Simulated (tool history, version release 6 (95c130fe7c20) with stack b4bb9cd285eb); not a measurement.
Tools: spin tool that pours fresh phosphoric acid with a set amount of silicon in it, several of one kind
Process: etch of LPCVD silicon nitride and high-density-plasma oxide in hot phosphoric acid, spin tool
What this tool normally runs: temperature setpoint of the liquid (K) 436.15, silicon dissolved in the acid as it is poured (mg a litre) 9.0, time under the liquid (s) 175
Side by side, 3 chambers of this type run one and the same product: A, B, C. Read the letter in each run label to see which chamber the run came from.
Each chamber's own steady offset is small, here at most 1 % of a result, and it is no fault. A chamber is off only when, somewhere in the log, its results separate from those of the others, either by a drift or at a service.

run	hour	temperature setpoint of the liquid (K)	silicon dissolved in the acid as it is poured (mg a litre)	time under the liquid (s)	hours since the thermometer was replaced	hours since the dissolved silicon flow meter was replaced	hours since the heated supply line was repaired	read-back film thickness of the LPCVD silicon nitride reference wafer, read on the same gauge (nm)	read-back film thickness of the high-density-plasma oxide reference wafer, read on the same gauge (nm)	thickness taken off the LPCVD silicon nitride on a monitor wafer (angstrom)	thickness taken off the high-density-plasma oxide on a monitor wafer (angstrom)
1A	4.2	436.15	9.0	175	2312.7	149.7	567.6	140.03	79.976	180.930	3.5688
2C	7.3	436.15	9.0	175	385.6	1671.6	269.2	139.98	79.942	182.290	3.3918
3B	12.4	436.15	9.0	175	307.2	69.8	1718.9	139.99	79.990	179.540	3.5055
4C	16.4	436.15	9.0	175	394.7	1680.7	278.3	140.00	80.020	182.580	4.0675
5A	21.8	436.15	9.0	175	2330.3	167.3	585.2	139.99	80.052	183.680	3.8271
6B	27.1	434.65	13.5	175	321.9	84.5	1733.6	139.99	80.010	169.860	3.0052
7B	32.5	434.65	13.5	175	327.3	89.9	1739.0	139.99	80.001	169.990	3.2589
8C	36.7	434.65	13.5	175	415.0	1701.0	298.6	140.00	79.988	173.190	2.9443
9A	40.9	436.15	9.0	175	2349.4	186.4	604.3	140.01	79.980	181.710	3.3407
10A	44.3	436.15	9.0	175	2352.8	189.8	607.7	139.98	79.970	182.090	3.2752
11C	49.9	436.15	9.0	175	428.2	1714.2	311.8	139.99	79.963	181.140	3.8765
12B	52.9	436.15	14.0	125	347.7	110.3	1759.4	140.03	80.030	130.140	2.1309
13A	57.2	436.15	14.0	125	2365.7	202.7	620.6	140.01	80.016	129.960	2.2638
14C	60.1	436.15	14.0	125	438.4	1724.4	322.0	140.00	79.992	127.470	2.2243
15B	63.6	436.15	9.0	175	358.4	121.0	1770.1	140.00	80.020	179.770	3.6689
16C	69.3	436.15	3.0	70	447.6	1733.6	331.2	140.00	80.019	70.819	1.3339
17B	72.1	436.15	3.0	70	366.9	129.5	1778.6	139.98	80.005	73.201	1.6910
18A	76.7	436.15	3.0	70	2385.2	222.2	640.1	139.99	79.982	73.039	1.7700
19C	82.1	436.15	9.0	175	460.4	1746.4	344.0	140.02	79.983	176.770	2.9911
20B	85.0	436.15	6.5	245	379.8	142.4	1791.5	140.01	80.040	252.370	6.1410
21A	88.5	436.15	6.5	245	2397.0	234.0	651.9	139.98	80.000	253.150	4.7463
22A	91.2	436.15	6.5	245	2399.7	236.7	654.6	140.01	79.985	255.180	5.3057
23B	95.6	436.15	9.0	175	390.4	153.0	1802.1	139.99	79.946	181.340	3.8749
24C	100.4	436.15	9.0	175	478.7	1764.7	362.3	140.01	79.970	173.990	3.4875
25B	105.5	436.15	9.0	175	400.3	162.9	1812.0	139.99	79.988	180.320	4.0545
26C	108.5	436.15	9.0	175	486.8	1772.8	370.4	140.02	80.004	173.820	2.9939
27A	112.8	436.15	9.0	175	2421.3	258.3	676.2	139.99	79.971	180.050	3.5242
28A	116.8	436.15	9.0	175	2425.3	262.3	680.2	140.00	80.045	182.320	3.6523
29C	120.9	436.15	9.0	175	499.2	1785.2	382.8	139.99	80.032	170.190	3.3200
30B	126.3	436.15	9.0	175	421.1	183.7	1832.8	140.00	80.025	183.800	3.6922

All chambers now run identical settings, listed one chamber a line with results as question marks. What results will each chamber show?
31A	130.4	436.15	9.0	95						?	?
31B	130.4	436.15	9.0	95						?	?
31C	130.4	436.15	9.0	95						?	?

run	thickness taken off the LPCVD silicon nitride on a monitor wafer (angstrom)	thickness taken off the high-density-plasma oxide on a monitor wafer (angstrom)
31A	99.284	2.0211
31B	98.564	2.0332
31C	93.163	1.7836
